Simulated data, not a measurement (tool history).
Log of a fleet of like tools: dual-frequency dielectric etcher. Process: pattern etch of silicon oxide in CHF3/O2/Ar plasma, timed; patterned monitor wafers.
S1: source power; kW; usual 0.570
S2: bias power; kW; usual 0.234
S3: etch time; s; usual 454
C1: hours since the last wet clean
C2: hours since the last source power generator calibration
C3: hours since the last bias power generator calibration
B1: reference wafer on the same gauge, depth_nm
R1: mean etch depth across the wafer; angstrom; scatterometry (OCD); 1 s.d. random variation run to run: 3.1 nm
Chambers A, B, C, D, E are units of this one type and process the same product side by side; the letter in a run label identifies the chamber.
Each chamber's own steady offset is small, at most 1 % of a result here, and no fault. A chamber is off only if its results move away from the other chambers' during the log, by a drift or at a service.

run	hour	S1	S2	S3	C1	C2	C3	B1	R1
1E	16.2	0.570	0.234	454	238.9	33.7	2693.0	1057.9	9636.0
2C	32.0	0.570	0.234	454	360.7	132.2	1127.4	1057.5	9557.3
3B	46.7	0.570	0.234	454	328.8	2319.5	688.6	1056.3	9689.9
4D	57.4	0.570	0.234	454	348.7	4077.7	2410.2	1056.7	9682.6
5A	71.6	0.570	0.234	454	98.4	2031.7	935.1	1056.5	9583.3
6C	80.6	0.570	0.234	454	409.3	180.8	1176.0	1056.9	9642.3
7A	93.0	0.570	0.234	454	119.8	2053.1	956.5	1056.7	9644.3
8D	108.8	0.570	0.234	454	400.1	4129.1	2461.6	1057.1	9581.5
9E	122.1	0.570	0.234	454	344.8	139.6	2798.9	1055.9	9590.4
10B	135.2	0.570	0.234	454	417.3	2408.0	777.1	1057.1	9738.7
11C	145.2	0.570	0.234	454	473.9	245.4	1240.6	1057.2	9582.9
12D	160.7	0.570	0.234	454	452.0	4181.0	2513.5	1057.9	9640.1
13B	170.8	0.690	0.234	454	452.9	2443.6	812.7	1057.0	10393.0
14E	181.5	0.690	0.234	454	404.2	199.0	2858.3	1057.2	10259.0
15A	194.1	0.690	0.234	454	220.9	2154.2	1057.6	1057.7	10322.0
# hour 196.1: chamber B: wet clean of the chamber
16B	206.5	0.690	0.234	454	10.4	2479.3	848.4	1057.4	10358.0
17C	219.7	0.690	0.234	454	548.4	319.9	1315.1	1056.0	10313.0
18A	227.9	0.570	0.234	454	254.7	2188.0	1091.4	1057.2	9592.8
19D	239.2	0.570	0.234	454	530.5	4259.5	2592.0	1057.4	9597.8
# hour 243.9: chamber D: wet clean of the chamber
20E	252.8	0.570	0.234	454	475.5	270.3	2929.6	1056.8	9594.6
# hour 253.9: chamber C: wet clean of the chamber
21A	261.1	0.570	0.234	454	287.9	2221.2	1124.6	1057.0	9654.0
22C	275.1	0.570	0.234	409	21.3	375.3	1370.5	1057.5	8631.0
23D	283.5	0.570	0.234	409	39.7	4303.8	2636.3	1056.0	8640.5
24E	293.3	0.570	0.234	409	516.0	310.8	2970.1	1057.5	8621.7
25B	305.4	0.570	0.234	409	109.3	2578.2	947.3	1056.6	8792.5
26E	314.4	0.570	0.234	409	537.1	331.9	2991.2	1057.0	8582.5
# hour 317.1: chamber E: wet clean of the chamber
27B	324.7	0.570	0.234	454	128.6	2597.5	966.6	1057.2	9686.0
28C	338.9	0.570	0.234	454	85.1	439.1	1434.3	1056.9	9620.0
# hour 352.5: chamber A: wet clean of the chamber
29D	353.9	0.570	0.234	454	110.1	4374.2	2706.7	1058.0	9635.5
30A	367.6	0.570	0.234	454	15.2	2327.7	1231.1	1058.2	9598.0
31A	382.6	0.570	0.234	454	30.2	2342.7	1246.1	1057.0	9654.2
32D	395.5	0.570	0.234	454	151.7	4415.8	2748.3	1056.4	9605.0
33B	404.1	0.570	0.234	454	208.0	2676.9	1046.0	1056.1	9629.2
34E	413.3	0.570	0.234	454	96.3	430.8	3090.1	1057.3	9289.8
35C	425.6	0.570	0.234	454	171.8	525.8	1521.0	1057.5	9618.6
# hour 430.3: chamber E: bias power generator calibrated
# hour 431.0: chamber D: source power generator calibrated
36C	437.3	0.570	0.234	454	183.5	537.5	1532.7	1056.7	9608.7
37B	445.0	0.570	0.234	454	248.9	2717.8	1086.9	1057.4	9654.1
38D	453.2	0.570	0.275	454	209.4	22.2	2806.0	1057.0	10211.0
39A	468.8	0.570	0.275	454	116.4	2428.9	1332.3	1056.6	10240.0
40E	479.8	0.570	0.275	454	162.8	497.3	49.5	1057.0	9934.1
41E	494.5	0.570	0.275	454	177.5	512.0	64.2	1057.4	9879.2
42A	508.9	0.570	0.275	454	156.5	2469.0	1372.4	1056.8	10213.0

All chambers now run identical settings, listed one chamber a line with results as question marks. What results will each chamber show?
43A	520.5	0.570	0.234	454					?
43B	520.5	0.570	0.234	454					?
43C	520.5	0.570	0.234	454					?
43D	520.5	0.570	0.234	454					?
43E	520.5	0.570	0.234	454					?

run	R1
43A	9660.7
43B	9708.0
43C	9594.1
43D	9587.6
43E	9356.2
